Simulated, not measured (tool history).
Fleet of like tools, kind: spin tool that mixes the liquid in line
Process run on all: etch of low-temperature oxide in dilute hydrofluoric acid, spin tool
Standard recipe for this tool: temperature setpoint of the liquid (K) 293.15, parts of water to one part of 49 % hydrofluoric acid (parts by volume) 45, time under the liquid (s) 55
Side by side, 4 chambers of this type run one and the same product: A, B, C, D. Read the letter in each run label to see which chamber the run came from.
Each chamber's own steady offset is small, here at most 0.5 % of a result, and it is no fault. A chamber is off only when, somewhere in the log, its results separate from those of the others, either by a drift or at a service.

| run | hour | temperature setpoint of the liquid (K) | parts of water to one part of 49 % hydrofluoric acid (parts by volume) | time under the liquid (s) | hours since the thermometer was replaced | hours since the hydrofluoric acid flow meter was replaced | read-back film thickness of the low-temperature oxide reference wafer, read on the same gauge (nm) | thickness taken off the low-temperature oxide on a monitor wafer (angstrom) |
|---|---|---|---|---|---|---|---|---|
| 1C | 8.5 | 293.15 | 45 | 55 | 1422.7 | 301 | 30.002 | 135.78 |
| 2D | 14.5 | 293.15 | 45 | 55 | 1241.9 | 1041.3 | 29.988 | 134.95 |
| 3A | 24.5 | 293.15 | 45 | 55 | 1893.1 | 788.9 | 30.006 | 136.06 |
| 4B | 32.7 | 293.15 | 45 | 55 | 187.7 | 1346 | 30.009 | 137.19 |
| 5C | 43 | 290.15 | 55 | 55 | 1457.2 | 335.5 | 30.019 | 95.223 |
| 6B | 48.7 | 290.15 | 55 | 55 | 203.7 | 1362 | 30.02 | 95.722 |
| 7A | 61.4 | 290.15 | 55 | 55 | 1930 | 825.8 | 30.012 | 97.311 |
| 8D | 70.5 | 290.15 | 55 | 55 | 1297.9 | 1097.3 | 30.009 | 97.207 |
| 9A | 80.8 | 293.15 | 45 | 55 | 1949.4 | 845.2 | 30 | 136.24 |
| 10C | 86.6 | 293.15 | 45 | 55 | 1500.8 | 379.1 | 29.977 | 138.83 |
| 11D | 95.4 | 293.15 | 45 | 55 | 1322.8 | 1122.2 | 29.983 | 137.25 |
| 12B | 103.2 | 293.15 | 45 | 55 | 258.2 | 1416.5 | 30.012 | 137.54 |
| 13A | 111.2 | 295.15 | 60 | 55 | 1979.8 | 875.6 | 30.009 | 109.96 |
| 14B | 119 | 295.15 | 60 | 55 | 274 | 1432.3 | 29.997 | 109.96 |
| 15C | 125.7 | 295.15 | 60 | 55 | 1539.9 | 418.2 | 29.98 | 108.02 |
| 16D | 134.8 | 295.15 | 60 | 55 | 1362.2 | 1161.6 | 29.985 | 108.89 |
| 17D | 143.6 | 297.15 | 35 | 55 | 1371 | 1170.4 | 30.035 | 211.44 |
| 18A | 151 | 297.15 | 35 | 55 | 2019.6 | 915.4 | 29.996 | 209.84 |
| 19C | 160.3 | 297.15 | 35 | 55 | 1574.5 | 452.8 | 30.007 | 203.65 |
| 20B | 169.5 | 297.15 | 35 | 55 | 324.5 | 1482.8 | 30.013 | 204.57 |
| 21B | 180.3 | 293.15 | 45 | 55 | 335.3 | 1493.6 | 29.979 | 135.94 |
| 22D | 190.7 | 293.15 | 45 | 55 | 1418.1 | 1217.5 | 29.997 | 136.65 |
| 23C | 199.9 | 293.15 | 45 | 55 | 1614.1 | 492.4 | 29.95 | 131.03 |
| 24A | 209.7 | 293.15 | 45 | 55 | 2078.3 | 974.1 | 29.996 | 135.4 |
| 25D | 220 | 293.15 | 45 | 55 | 1447.4 | 1246.8 | 29.996 | 138.71 |
| 26B | 230 | 293.15 | 45 | 55 | 385 | 1543.3 | 30.019 | 136.03 |
| 27A | 237.2 | 293.15 | 45 | 55 | 2105.8 | 1001.6 | 30 | 135.22 |
| 28C | 243.2 | 293.15 | 45 | 40 | 1657.4 | 535.7 | 30.009 | 93.895 |
| 29C | 251 | 293.15 | 45 | 40 | 1665.2 | 543.5 | 30.051 | 93.2 |
| 30A | 260.1 | 293.15 | 45 | 40 | 2128.7 | 1024.5 | 29.975 | 98.178 |
| 31B | 271.5 | 293.15 | 45 | 40 | 426.5 | 1584.8 | 30.031 | 100.32 |
| 32D | 284.6 | 293.15 | 45 | 55 | 1512 | 1311.4 | 29.991 | 136.39 |
| 33D | 290.8 | 293.15 | 45 | 55 | 1518.2 | 1317.6 | 29.992 | 137.19 |
| 34C | 298 | 291.65 | 45 | 25 | 1712.2 | 590.5 | 30.011 | 53.552 |
| 35A | 307.9 | 291.65 | 45 | 25 | 2176.5 | 1072.3 | 29.983 | 57.958 |
| 36B | 316.5 | 291.65 | 45 | 25 | 471.5 | 1629.8 | 30.016 | 57.486 |
|  | 317.9 | chamber D: thermometer replaced |
| 37D | 327.8 | 291.65 | 45 | 25 | 10 | 1354.6 | 29.983 | 58.652 |
| 38B | 340.5 | 293.15 | 45 | 55 | 495.5 | 1653.8 | 29.992 | 136.04 |
| 39A | 347.5 | 293.15 | 45 | 55 | 2216.1 | 1111.9 | 29.985 | 135.15 |
| 40C | 355.8 | 293.15 | 45 | 40 | 1770 | 648.3 | 29.98 | 89.676 |
| 41A | 363.3 | 293.15 | 45 | 40 | 2231.9 | 1127.7 | 29.998 | 100.53 |
| 42D | 374.8 | 293.15 | 45 | 40 | 57 | 1401.6 | 29.989 | 101.15 |
| 43C | 382.4 | 293.15 | 45 | 40 | 1796.6 | 674.9 | 29.989 | 88.782 |
| 44B | 394.5 | 293.15 | 45 | 55 | 549.5 | 1707.8 | 29.995 | 136.98 |

Decide between three cases: one chamber stands off from its peers, the gauge reading all wafers drifts, or nothing is wrong past each chamber's small offset. Where a chamber is off, say which and what most likely put it there.

Little by little, chamber C moves away from the other chambers.
Cause: hydrofluoric acid flow below the setpoint (%) = 10.6.
It could be hard to tell apart here from: liquid colder than its thermometer reads (K).

Here are 4 candidates for chamber C's next run, each the usual settings with a change, their results left as question marks. Which one brings its results back in line with what the others give on the usual settings?
In line means no further than this from the other chambers' mean on the usual settings: thickness taken off the low-temperature oxide on a monitor wafer (angstrom) 4.6
| 45C-1 | 403.9 | 290.15 | 45 | 55 |  |  |  | ? |
| 45C-2 | 403.9 | 291.65 | 45 | 55 |  |  |  | ? |
| 45C-3 | 403.9 | 293.15 | 40 | 55 |  |  |  | ? |
| 45C-4 | 403.9 | 294.65 | 45 | 55 |  |  |  | ? |

The other chambers' mean on the usual settings: thickness taken off the low-temperature oxide on a monitor wafer (angstrom) 135.79
| run | thickness taken off the low-temperature oxide on a monitor wafer (angstrom) |
|---|---|
| 45C-1 | 106.62 |
| 45C-2 | 113.87 |
| 45C-3 | 137.52 |
| 45C-4 | 129.62 |
The right change is 45C-3: it brings the chamber back within the allowed miss of the others.
